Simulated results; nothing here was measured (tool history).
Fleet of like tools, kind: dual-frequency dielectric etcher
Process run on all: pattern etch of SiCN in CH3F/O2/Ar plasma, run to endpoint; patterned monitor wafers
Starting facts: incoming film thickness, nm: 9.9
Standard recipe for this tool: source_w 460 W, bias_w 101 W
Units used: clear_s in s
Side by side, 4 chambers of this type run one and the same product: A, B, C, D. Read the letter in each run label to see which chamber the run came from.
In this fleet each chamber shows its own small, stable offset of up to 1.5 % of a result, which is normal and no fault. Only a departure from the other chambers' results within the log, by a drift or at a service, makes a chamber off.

run,hour,source_w,bias_w,clear_s
1D,9.7,460,101,21.920
2C,17.1,460,101,22.261
3A,29.4,460,101,21.995
4B,37.6,460,101,21.865
5B,47.8,400,117,21.944
6D,60.8,400,117,21.799
7C,74.0,400,117,22.069
# hour 76.1: chamber B: wet clean of the chamber
8A,84.8,400,117,21.776
9C,93.5,460,101,22.221
10D,99.6,460,101,21.767
11B,111.3,460,101,22.371
12A,121.5,460,101,22.147
13A,132.3,460,101,22.174
14D,142.1,460,101,21.937
15C,155.2,460,101,22.415
16B,166.1,530,79,22.988
17A,174.5,530,79,23.017
18B,185.3,530,79,23.412
19D,195.6,530,79,22.933
20C,208.0,460,101,22.268
21B,214.0,460,101,22.240
22A,225.9,460,101,22.156
23D,236.4,460,101,21.781
24C,244.3,460,101,22.596
# hour 245.3: chamber A: wet clean of the chamber
25B,251.8,460,101,22.182
26D,264.8,340,80,26.614
27C,272.0,340,80,27.265
# hour 276.9: chamber D: wet clean of the chamber
# hour 280.7: chamber C: source power generator calibrated
28A,283.1,340,80,26.951
29C,293.1,340,80,27.142
30D,299.3,460,101,22.238
31A,308.5,460,101,22.387
32B,317.7,460,101,22.494
33C,330.5,350,101,24.574
34D,343.8,350,101,24.245
35B,357.4,350,101,24.814

Does one chamber stand apart from the rest, does the shared gauge drift, or is all well apart from small per-chamber offsets? Give the chamber and the most likely cause, where there is one.

The fleet is healthy, with each chamber sitting at its usual small offset and no drift in the gauge.
